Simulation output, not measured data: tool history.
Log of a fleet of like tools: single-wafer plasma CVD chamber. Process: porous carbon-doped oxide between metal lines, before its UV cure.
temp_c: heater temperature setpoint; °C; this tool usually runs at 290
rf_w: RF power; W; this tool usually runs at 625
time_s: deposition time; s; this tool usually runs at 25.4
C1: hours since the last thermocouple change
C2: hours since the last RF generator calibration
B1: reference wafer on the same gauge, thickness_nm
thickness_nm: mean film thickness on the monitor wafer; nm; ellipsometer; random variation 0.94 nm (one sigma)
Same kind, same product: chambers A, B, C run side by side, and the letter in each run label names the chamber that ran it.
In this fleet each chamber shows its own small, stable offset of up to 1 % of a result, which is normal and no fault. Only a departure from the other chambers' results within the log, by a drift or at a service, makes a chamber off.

run 1C hour=3.2 | temp_c=290 rf_w=625 time_s=25.4 | C1=1400.3 C2=164.6 | B1=145.95 | thickness_nm=170.22
run 2A hour=8.6 | temp_c=290 rf_w=625 time_s=25.4 | C1=1093.9 C2=1536.4 | B1=145.97 | thickness_nm=171.19
run 3B hour=11.4 | temp_c=290 rf_w=625 time_s=25.4 | C1=1457.1 C2=1271.7 | B1=145.85 | thickness_nm=172.12
run 4B hour=14.6 | temp_c=290 rf_w=625 time_s=25.4 | C1=1460.3 C2=1274.9 | B1=146.21 | thickness_nm=169.76
run 5C hour=18.8 | temp_c=290 rf_w=625 time_s=25.4 | C1=1415.9 C2=180.2 | B1=145.88 | thickness_nm=170.54
run 6A hour=23.5 | temp_c=290 rf_w=625 time_s=25.4 | C1=1108.8 C2=1551.3 | B1=145.83 | thickness_nm=170.74
run 7B hour=28 | temp_c=290 rf_w=625 time_s=25.4 | C1=1473.7 C2=1288.3 | B1=145.96 | thickness_nm=171.49
run 8A hour=31.2 | temp_c=281 rf_w=625 time_s=21.7 | C1=1116.5 C2=1559 | B1=146.03 | thickness_nm=155.38
run 9C hour=34.5 | temp_c=281 rf_w=625 time_s=21.7 | C1=1431.6 C2=195.9 | B1=146.04 | thickness_nm=153.18
run 10A hour=37.3 | temp_c=281 rf_w=625 time_s=21.7 | C1=1122.6 C2=1565.1 | B1=145.89 | thickness_nm=156.89
run 11B hour=40.7 | temp_c=290 rf_w=625 time_s=25.4 | C1=1486.4 C2=1301 | B1=146.11 | thickness_nm=171.12
run 12C hour=45.8 | temp_c=290 rf_w=585 time_s=27.8 | C1=1442.9 C2=207.2 | B1=146.13 | thickness_nm=178.48
run 13B hour=50.9 | temp_c=290 rf_w=585 time_s=27.8 | C1=1496.6 C2=1311.2 | B1=146.15 | thickness_nm=177.96
run 14C hour=55.6 | temp_c=290 rf_w=585 time_s=27.8 | C1=1452.7 C2=217 | B1=145.76 | thickness_nm=178.83
run 15A hour=60.4 | temp_c=290 rf_w=625 time_s=25.4 | C1=1145.7 C2=1588.2 | B1=146 | thickness_nm=170.34
run 16A hour=65.2 | temp_c=290 rf_w=625 time_s=25.4 | C1=1150.5 C2=1593 | B1=145.93 | thickness_nm=171.8
run 17B hour=70.8 | temp_c=290 rf_w=625 time_s=25.4 | C1=1516.5 C2=1331.1 | B1=145.92 | thickness_nm=170.3
run 18C hour=76.3 | temp_c=290 rf_w=625 time_s=25.4 | C1=1473.4 C2=237.7 | B1=146.05 | thickness_nm=171.17
run 19C hour=81.3 | temp_c=290 rf_w=625 time_s=25.4 | C1=1478.4 C2=242.7 | B1=146.05 | thickness_nm=171.1
run 20B hour=84.4 | temp_c=290 rf_w=625 time_s=25.4 | C1=1530.1 C2=1344.7 | B1=146.16 | thickness_nm=170.93
run 21A hour=89.3 | temp_c=290 rf_w=580 time_s=25.4 | C1=1174.6 C2=1617.1 | B1=146.21 | thickness_nm=162.26
run 22B hour=92.6 | temp_c=290 rf_w=580 time_s=25.4 | C1=1538.3 C2=1352.9 | B1=146 | thickness_nm=163.41
run 23C hour=95.6 | temp_c=290 rf_w=580 time_s=25.4 | C1=1492.7 C2=257 | B1=146.05 | thickness_nm=161.63
run 24A hour=101.2 | temp_c=290 rf_w=625 time_s=25.4 | C1=1186.5 C2=1629 | B1=146.07 | thickness_nm=171.27
run 25A hour=105.5 | temp_c=290 rf_w=625 time_s=25.4 | C1=1190.8 C2=1633.3 | B1=145.95 | thickness_nm=171.07
run 26B hour=110.4 | temp_c=281 rf_w=740 time_s=25.4 | C1=1556.1 C2=1370.7 | B1=146.09 | thickness_nm=201.98
run 27C hour=115.3 | temp_c=281 rf_w=740 time_s=25.4 | C1=1512.4 C2=276.7 | B1=145.93 | thickness_nm=198.9
run 28B hour=119.8 | temp_c=281 rf_w=740 time_s=25.4 | C1=1565.5 C2=1380.1 | B1=146.16 | thickness_nm=202.25
run 29C hour=125.2 | temp_c=290 rf_w=625 time_s=25.4 | C1=1522.3 C2=286.6 | B1=146.06 | thickness_nm=170.19
run 30A hour=128.2 | temp_c=290 rf_w=625 time_s=25.4 | C1=1213.5 C2=1656 | B1=146.15 | thickness_nm=170.58
run 31A hour=130.8 | temp_c=290 rf_w=625 time_s=25.4 | C1=1216.1 C2=1658.6 | B1=146.17 | thickness_nm=171.42
run 32B hour=136.3 | temp_c=290 rf_w=625 time_s=27.1 | C1=1582 C2=1396.6 | B1=146.06 | thickness_nm=181.67
run 33C hour=139 | temp_c=290 rf_w=625 time_s=27.1 | C1=1536.1 C2=300.4 | B1=145.86 | thickness_nm=182.43
run 34B hour=142.6 | temp_c=290 rf_w=625 time_s=27.1 | C1=1588.3 C2=1402.9 | B1=146.23 | thickness_nm=182.73
run 35A hour=146.2 | temp_c=290 rf_w=625 time_s=25.4 | C1=1231.5 C2=1674 | B1=146.03 | thickness_nm=170.11
run 36C hour=151.2 | temp_c=294 rf_w=625 time_s=28.8 | C1=1548.3 C2=312.6 | B1=146.22 | thickness_nm=188.5
run 37B hour=155.9 | temp_c=294 rf_w=625 time_s=28.8 | C1=1601.6 C2=1416.2 | B1=145.98 | thickness_nm=188.61
run 38A hour=160.6 | temp_c=294 rf_w=625 time_s=28.8 | C1=1245.9 C2=1688.4 | B1=145.91 | thickness_nm=186.9
-- hour=164.8 chamber B: thermocouple changed; heater temperature recalibrated
run 39C hour=164.8 | temp_c=290 rf_w=625 time_s=25.4 | C1=1561.9 C2=326.2 | B1=145.86 | thickness_nm=168.8
run 40B hour=169.1 | temp_c=297 rf_w=625 time_s=25.4 | C1=4.3 C2=1429.4 | B1=145.88 | thickness_nm=163.89
run 41C hour=174.1 | temp_c=297 rf_w=625 time_s=25.4 | C1=1571.2 C2=335.5 | B1=146.16 | thickness_nm=164.59
run 42A hour=177.5 | temp_c=297 rf_w=625 time_s=25.4 | C1=1262.8 C2=1705.3 | B1=145.8 | thickness_nm=163.67

What goes on in this fleet: one chamber off, a drifting gauge, or nothing beyond the chambers' own small offsets? Name the chamber and the cause, if any.

No chamber stands off beyond its own small offset, and the gauge holds steady.
